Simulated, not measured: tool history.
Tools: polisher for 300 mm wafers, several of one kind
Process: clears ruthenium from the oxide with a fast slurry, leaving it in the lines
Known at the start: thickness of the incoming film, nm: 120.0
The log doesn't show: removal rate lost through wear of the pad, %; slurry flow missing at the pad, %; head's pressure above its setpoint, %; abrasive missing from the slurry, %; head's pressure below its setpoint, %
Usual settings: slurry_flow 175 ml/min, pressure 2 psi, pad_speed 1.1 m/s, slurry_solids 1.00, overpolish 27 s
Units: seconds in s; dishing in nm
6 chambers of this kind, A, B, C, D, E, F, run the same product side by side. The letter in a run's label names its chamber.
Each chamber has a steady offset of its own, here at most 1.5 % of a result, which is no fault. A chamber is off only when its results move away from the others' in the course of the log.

run    day  slurry_flow  pressure  pad_speed  slurry_solids  overpolish  wafers polished on this pad  hours since the slurry nozzle was cleaned  hours since the head pressure was calibrated  hours since the slurry blender was calibrated  seconds  dishing
 1B  0.183          175         2        1.1           1.00          27                          741                                       20.6                                          84.0                                           69.5   44.752   51.188
 2C  0.308          175         2        1.1           1.00          27                           55                                      474.5                                         552.4                                          212.4   44.874   53.415
     0.392  -- chamber A: worn pad replaced by a new one
 3F  0.508          175         2        1.1           1.00          27                          857                                      244.7                                         645.2                                          452.4   43.054   51.805
 4A  0.700          175         2        1.1           1.00          27                           39                                      516.4                                         463.2                                           93.6   44.033   53.748
 5D  0.833          175         2        1.1           1.00          27                          363                                      350.5                                         396.5                                          156.3   44.578   54.078
 6E  0.950          175         2        1.1           1.00          27                         1441                                      197.6                                         252.4                                           65.4   44.445   51.354
 7A  1.121          175         2        1.1           1.00          27                           93                                      526.5                                         473.3                                          103.7   44.759   50.569
     1.238  -- chamber A: slurry blender recalibrated
 8E  1.329          175         2        1.1           1.15          27                         1490                                      206.7                                         261.5                                           74.5   41.216   53.897
     1.483  -- chamber E: worn pad replaced by a new one
 9D  1.488          175         2        1.1           1.15          27                          447                                      366.2                                         412.2                                          172.0   42.315   56.177
     1.550  -- chamber F: worn pad replaced by a new one
10B  1.654          175         2        1.1           1.15          27                          930                                       55.9                                         119.3                                          104.8   41.451   55.158
11C  1.862          175         2        1.1           1.15          27                          256                                      511.8                                         589.7                                          249.7   41.794   55.774
12F  2.067          175         2        1.1           1.15          27                           67                                      282.1                                         682.6                                          489.8   41.487   53.876
13B  2.204          175         2        1.1           1.15          27                         1001                                       69.1                                         132.5                                          118.0   40.855   56.782
14C  2.329          175         2        1.1           1.00          27                          316                                      523.0                                         600.9                                          260.9   44.782   52.136
     2.425  -- chamber F: slurry blender recalibrated
     2.425  -- chamber C: head pressure recalibrated
15A  2.533          175         2        1.1           1.00          27                          275                                      560.4                                         507.2                                           31.2   44.062   50.955
16F  2.633          175         2        1.1           1.00          27                          139                                      295.7                                         696.2                                            5.1   44.471   51.944
17D  2.817          175         2        1.1           1.00          27                          618                                      398.1                                         444.1                                          203.9   44.369   50.161
18E  2.912          175         2        1.1           1.00          27                          184                                      244.7                                         299.5                                          112.5   44.384   53.259
19E  3.067          175         2        1.1           1.00          27                          204                                      248.4                                         303.2                                          116.2   44.284   52.719
20D  3.267          175         2        1.1           1.00          27                          676                                      408.9                                         454.9                                          214.7   45.399   50.558
21B  3.404          175         2        1.1           1.00          27                         1155                                       97.9                                         161.3                                          146.8   44.343   51.902
22F  3.512          175         2        1.1           1.00          27                          253                                      316.8                                         717.3                                           26.2   44.403   51.743
23A  3.667          175         2        1.1           0.75          27                          421                                      587.6                                         534.4                                           58.4   51.580   46.661
     3.675  -- chamber A: slurry nozzle cleaned
24C  3.796          175         2        1.1           0.75          27                          504                                      558.2                                          33.0                                          296.1   58.720   42.045
     3.800  -- chamber D: worn pad replaced by a new one
25D  3.996          175         2        1.1           0.75          27                           25                                      426.4                                         472.4                                          232.2   51.004   47.340
26B  4.200          175         2        1.1           0.75          27                         1258                                      117.0                                         180.4                                          165.9   50.286   47.686
     4.279  -- chamber C: slurry blender recalibrated
27C  4.292          175         2        1.1           0.75          27                          568                                      570.1                                          44.9                                            0.4   59.024   42.984
     4.446  -- chamber B: slurry blender recalibrated
     4.454  -- chamber E: slurry blender recalibrated
28A  4.488          175         2        1.1           0.75          27                          527                                       19.6                                         554.1                                           78.1   52.763   45.802
     4.604  -- chamber D: slurry nozzle cleaned
29F  4.633          235         2        1.1           1.10          27                          397                                      343.7                                         744.2                                           53.1   40.362   52.122
30E  4.804          235         2        1.1           1.10          27                          427                                      290.1                                         344.9                                            8.5   41.077   54.374
     4.858  -- chamber C: worn pad replaced by a new one
     4.929  -- chamber A: worn pad replaced by a new one
31C  4.929          235         2        1.1           1.10          27                            9                                      585.4                                          60.2                                           15.7   47.424   50.650
32F  5.104          235         2        1.1           1.10          27                          458                                      355.0                                         755.5                                           64.4   41.072   52.655
     5.125  -- chamber A: slurry blender recalibrated
33A  5.317          235         2        1.1           1.10          27                           50                                       39.5                                         574.0                                            4.7   41.003   54.210
34E  5.475          235         2        1.1           1.10          27                          514                                      306.2                                         361.0                                           24.6   42.306   54.275
35D  5.617          175         2        1.1           1.00          27                          234                                       24.3                                         511.3                                          271.1   45.365   54.137
36B  5.721          175         2        1.1           1.00          27                         1454                                      153.5                                         216.9                                           30.6   44.191   53.281
37D  5.888          175         2        1.1           1.00          27                          268                                       30.8                                         517.8                                          277.6   45.182   50.344
38A  6.012          175         2        1.1           1.00          27                          139                                       56.2                                         590.7                                           21.4   44.143   52.782
39E  6.154          175         2        1.1           1.00          27                          601                                      322.5                                         377.3                                           40.9   44.911   49.341
40C  6.292          215         2        1.1           0.80          27                          184                                      618.1                                          92.9                                           48.4   54.691   45.838
41F  6.404          215         2        1.1           0.80          27                          625                                      386.2                                         786.7                                           95.6   48.224   49.462
42B  6.608          215         2        1.1           0.80          27                         1568                                      174.8                                         238.2                                           51.9   49.190   48.461
43C  6.821          215         2        1.1           0.80          27                          252                                      630.8                                         105.6                                           61.1   55.782   44.703
44A  6.954          215         2        1.1           0.80          27                          260                                       78.8                                         613.3                                           44.0   48.059   49.209

What goes on in this fleet: one chamber off, a drifting gauge, or nothing beyond the chambers' own small offsets? Name the chamber and the cause, if any.

A service left chamber C off against the others.
Cause: head's pressure below its setpoint, % = 11.5.

Here are 4 candidates for chamber C's next run, each the usual settings with a change, their results left as question marks. Which one brings its results back in line with what the others give on the usual settings?
In line means no further than this from the other chambers' mean on the usual settings: seconds 2.400 s; dishing 4.300 nm
45C-1  7.108          175       2.0       1.08           1.00          27                                                                                                                                                                             ?        ?
45C-2  7.108          175       1.9       1.04           1.00          28                                                                                                                                                                             ?        ?
45C-3  7.108          175       2.0       1.12           1.00          27                                                                                                                                                                             ?        ?
45C-4  7.108          175       2.1       1.18           1.05          27                                                                                                                                                                             ?        ?

The other chambers' mean on the usual settings: seconds 44.395 s; dishing 51.570 nm
  run  seconds  dishing
45C-1   51.720   46.943
45C-2   56.480   45.060
45C-3   49.882   48.294
45C-4   44.117   53.067
45C-4 brings the chamber back in line.
